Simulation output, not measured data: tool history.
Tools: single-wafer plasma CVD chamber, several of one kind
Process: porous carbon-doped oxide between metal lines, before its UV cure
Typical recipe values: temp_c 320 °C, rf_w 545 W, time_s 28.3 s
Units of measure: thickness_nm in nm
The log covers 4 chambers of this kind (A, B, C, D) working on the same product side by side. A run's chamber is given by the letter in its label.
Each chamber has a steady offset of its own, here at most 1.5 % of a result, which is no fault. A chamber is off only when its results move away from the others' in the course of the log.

| run | hour | temp_c | rf_w | time_s | read-back reference wafer on the same gauge, thickness_nm | thickness_nm |
|---|---|---|---|---|---|---|
| 1B | 3.6 | 320 | 545 | 28.3 | 135.14 | 146.95 |
| 2A | 7.1 | 320 | 545 | 28.3 | 134.86 | 148.39 |
| 3C | 11.5 | 320 | 545 | 28.3 | 135.03 | 146.30 |
| 4D | 17.0 | 320 | 545 | 28.3 | 134.91 | 146.80 |
| 5B | 21.6 | 320 | 545 | 28.3 | 134.86 | 146.72 |
| 6A | 25.4 | 320 | 545 | 28.3 | 135.11 | 146.84 |
| 7C | 31.2 | 320 | 545 | 33.1 | 135.06 | 170.05 |
| 8D | 35.3 | 320 | 545 | 33.1 | 134.96 | 171.77 |
| 9C | 38.6 | 320 | 545 | 33.1 | 135.08 | 168.06 |
| 10A | 42.4 | 320 | 545 | 33.1 | 134.97 | 171.98 |
| 11D | 48.7 | 312 | 440 | 28.3 | 135.01 | 132.35 |
| 12B | 53.4 | 312 | 440 | 28.3 | 134.91 | 132.40 |
| 13A | 57.0 | 312 | 440 | 28.3 | 135.06 | 132.83 |
| 14D | 61.9 | 312 | 440 | 28.3 | 134.93 | 132.46 |
| 15B | 65.8 | 320 | 545 | 28.3 | 134.92 | 145.96 |
| 16C | 69.0 | 308 | 545 | 28.3 | 135.04 | 154.14 |
| 17D | 74.2 | 308 | 545 | 28.3 | 134.95 | 157.12 |
| 18B | 79.1 | 308 | 545 | 28.3 | 134.92 | 155.90 |
| 19A | 82.1 | 308 | 545 | 28.3 | 135.02 | 156.60 |
| 20C | 85.4 | 320 | 545 | 28.3 | 134.82 | 143.06 |
| 21A | 90.4 | 320 | 545 | 28.3 | 135.06 | 147.90 |
| 22D | 94.6 | 320 | 545 | 28.3 | 134.84 | 147.75 |
| 23C | 100.8 | 331 | 545 | 28.3 | 134.86 | 135.37 |
| 24B | 104.0 | 331 | 545 | 28.3 | 135.05 | 138.33 |
| 25D | 107.3 | 331 | 545 | 28.3 | 135.06 | 140.04 |
| 26A | 113.0 | 331 | 545 | 28.3 | 134.90 | 138.70 |
| 27B | 116.2 | 320 | 545 | 28.3 | 135.04 | 147.10 |
| 28C | 119.3 | 320 | 545 | 28.3 | 134.99 | 142.71 |
| 29C | 124.5 | 320 | 545 | 28.3 | 135.11 | 141.51 |
| 30A | 129.8 | 314 | 465 | 28.3 | 134.92 | 136.31 |
| 31D | 134.2 | 314 | 465 | 28.3 | 135.05 | 136.77 |
| 32B | 138.7 | 314 | 465 | 28.3 | 135.04 | 135.30 |
| 33A | 142.5 | 314 | 465 | 28.3 | 134.88 | 135.82 |
| 34D | 147.4 | 320 | 545 | 28.3 | 135.04 | 148.08 |
| 35C | 151.9 | 320 | 545 | 28.3 | 134.99 | 141.22 |
| 36B | 155.5 | 320 | 545 | 28.3 | 134.91 | 147.34 |
| 37B | 160.1 | 320 | 545 | 28.3 | 134.94 | 147.05 |
| 38D | 164.8 | 320 | 545 | 31.8 | 135.09 | 165.03 |
| 39A | 168.4 | 320 | 545 | 31.8 | 135.06 | 164.20 |
| 40C | 172.1 | 320 | 545 | 31.8 | 135.11 | 156.29 |

Has any chamber moved away from the others, gradually or after a service, or does the common gauge drift, or do the chambers differ only by their own small steady offsets? State the chamber and the most likely cause if one applies.

Little by little, chamber C moves away from the other chambers.
Cause: delivered RF power below the setpoint (%) = 6.12.

Below are 4 candidate recipes for chamber C's next run, each the usual settings with a change, their results shown as question marks. Which of them brings C's results back in line with what the other chambers give on the usual settings?
In line means no further than this from the other chambers' mean on the usual settings: thickness_nm 2.20 nm
| 41C-1 | 176.7 | 301 | 545 | 28.3 |  | ? |
| 41C-2 | 176.7 | 319 | 555 | 29.2 |  | ? |
| 41C-3 | 176.7 | 320 | 505 | 28.3 |  | ? |
| 41C-4 | 176.7 | 320 | 470 | 28.3 |  | ? |

The mean the other chambers reach with the usual settings: thickness_nm 147.06 nm
| run | thickness_nm |
|---|---|
| 41C-1 | 154.97 |
| 41C-2 | 146.65 |
| 41C-3 | 132.58 |
| 41C-4 | 125.63 |
The answer is 41C-2, which returns the chamber to within the allowed miss of the others.
